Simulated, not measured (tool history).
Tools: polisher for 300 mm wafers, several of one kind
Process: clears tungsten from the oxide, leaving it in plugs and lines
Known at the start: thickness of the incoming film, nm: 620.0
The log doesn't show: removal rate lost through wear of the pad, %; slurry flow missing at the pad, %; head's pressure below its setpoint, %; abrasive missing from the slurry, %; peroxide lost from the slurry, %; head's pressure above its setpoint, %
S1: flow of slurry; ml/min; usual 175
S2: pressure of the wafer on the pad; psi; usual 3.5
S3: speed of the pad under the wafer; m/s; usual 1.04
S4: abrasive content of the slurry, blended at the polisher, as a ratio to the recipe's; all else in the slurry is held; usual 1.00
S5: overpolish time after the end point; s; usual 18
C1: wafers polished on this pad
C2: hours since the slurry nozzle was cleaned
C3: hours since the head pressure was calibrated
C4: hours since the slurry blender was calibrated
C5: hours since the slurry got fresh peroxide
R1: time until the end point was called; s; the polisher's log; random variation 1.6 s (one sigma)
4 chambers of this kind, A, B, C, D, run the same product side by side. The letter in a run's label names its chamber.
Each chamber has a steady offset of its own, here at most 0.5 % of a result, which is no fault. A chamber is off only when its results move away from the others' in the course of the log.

run    day   S1   S2    S3    S4  S5    C1     C2     C3     C4     C5      R1
 1C  0.283  175  3.5  1.04  1.00  18    99  553.7   64.0  115.3   17.2  118.40
 2A  0.538  175  3.5  1.04  1.00  18  1029  379.6  171.2  307.2  102.0  117.05
 3D  0.850  175  3.5  1.04  1.00  18   699  668.7  425.9  247.6   68.5  117.36
     1.008  -- chamber D: worn pad replaced by a new one
 4B  1.088  175  3.5  1.04  1.00  18   998  293.4  246.0  112.4   43.9  113.94
     1.442  -- chamber B: slurry tank refilled with fresh slurry and peroxide
 5B  1.500  175  3.5  1.04  1.25  18  1101  303.3  255.9  122.3    1.5  109.88
     1.671  -- chamber A: worn pad replaced by a new one
 6C  1.883  175  3.5  1.04  1.25  18   498  592.1  102.4  153.7   55.6  110.26
     1.983  -- chamber C: slurry tank refilled with fresh slurry and peroxide
 7D  2.221  175  3.5  1.04  1.25  18   303  701.6  458.8  280.5  101.4  112.35
 8A  2.588  175  3.5  1.04  1.25  18   228  428.8  220.4  356.4  151.2  109.90
 9A  2.896  175  2.9  0.92  1.00  18   305  436.2  227.8  363.8  158.6  162.50
     2.971  -- chamber B: worn pad replaced by a new one
     3.279  -- chamber A: slurry blender recalibrated
10B  3.317  175  2.9  0.92  1.00  18    86  346.9  299.5  165.9   45.1  160.28
     3.346  -- chamber C: slurry blender recalibrated
     3.433  -- chamber B: slurry tank refilled with fresh slurry and peroxide
     3.662  -- chamber D: worn pad replaced by a new one
     3.750  -- chamber D: slurry tank refilled with fresh slurry and peroxide
11D  3.783  175  2.9  0.92  1.00  18    30  739.1  496.3  318.0    0.8  162.17
     4.042  -- chamber B: slurry blender recalibrated
12C  4.262  175  2.9  0.92  1.00  18  1092  649.2  159.5   22.1   54.8  161.54
13D  4.496  175  2.6  1.04  0.80  18   208  756.2  513.4  335.1   17.9  167.47
     4.596  -- chamber C: slurry tank refilled with fresh slurry and peroxide
     4.796  -- chamber A: slurry nozzle cleaned
14C  4.954  175  2.6  1.04  0.80  18  1265  665.8  176.1   38.7    8.7  165.87
     5.038  -- chamber C: worn pad replaced by a new one
     5.121  -- chamber B: slurry nozzle cleaned
15A  5.171  175  2.6  1.04  0.80  18   873    9.1  282.4   45.5  213.2  172.58
     5.246  -- chamber B: slurry tank refilled with fresh slurry and peroxide
16B  5.438  175  2.6  1.04  0.80  18   616    7.7  350.4   33.6    4.6  166.26
17B  5.858  175  3.5  1.04  1.00  18   721   17.8  360.5   43.7   14.7  117.34
18C  6.329  175  3.5  1.04  1.00  18   323  698.8  209.1   71.7   41.7  118.19
     6.592  -- chamber D: worn pad replaced by a new one
19A  6.625  175  3.5  1.04  1.00  18  1236   44.0  317.3   80.4  248.1  127.83
     6.679  -- chamber A: worn pad replaced by a new one
     6.942  -- chamber C: slurry tank refilled with fresh slurry and peroxide
     6.967  -- chamber B: slurry tank refilled with fresh slurry and peroxide
20D  7.008  175  3.5  1.04  1.00  18   104  816.5  573.7  395.4   78.2  116.94
21B  7.458  175  3.5  1.04  1.00  18  1120   56.2  398.9   82.1   11.8  116.39
22A  7.908  175  3.5  1.04  1.00  18   307   74.8  348.1  111.2  278.9  129.66
23C  8.358  175  3.5  1.04  1.00  18   829  747.5  257.8  120.4   34.1  117.19
24D  8.658  175  3.5  1.04  1.00  18   516  856.1  613.3  435.0  117.8  116.73
25D  8.908  175  3.5  1.04  1.00  18   578  862.1  619.3  441.0  123.8  119.58

All 4 chambers run these settings next. Forecast each chamber's results:
26A  9.254  175  3.5  1.04  1.00  18                       ?
26B  9.254  175  3.5  1.04  1.00  18                       ?
26C  9.254  175  3.5  1.04  1.00  18                       ?
26D  9.254  175  3.5  1.04  1.00  18                       ?

run      R1
26A  133.92
26B  115.74
26C  116.87
26D  118.38

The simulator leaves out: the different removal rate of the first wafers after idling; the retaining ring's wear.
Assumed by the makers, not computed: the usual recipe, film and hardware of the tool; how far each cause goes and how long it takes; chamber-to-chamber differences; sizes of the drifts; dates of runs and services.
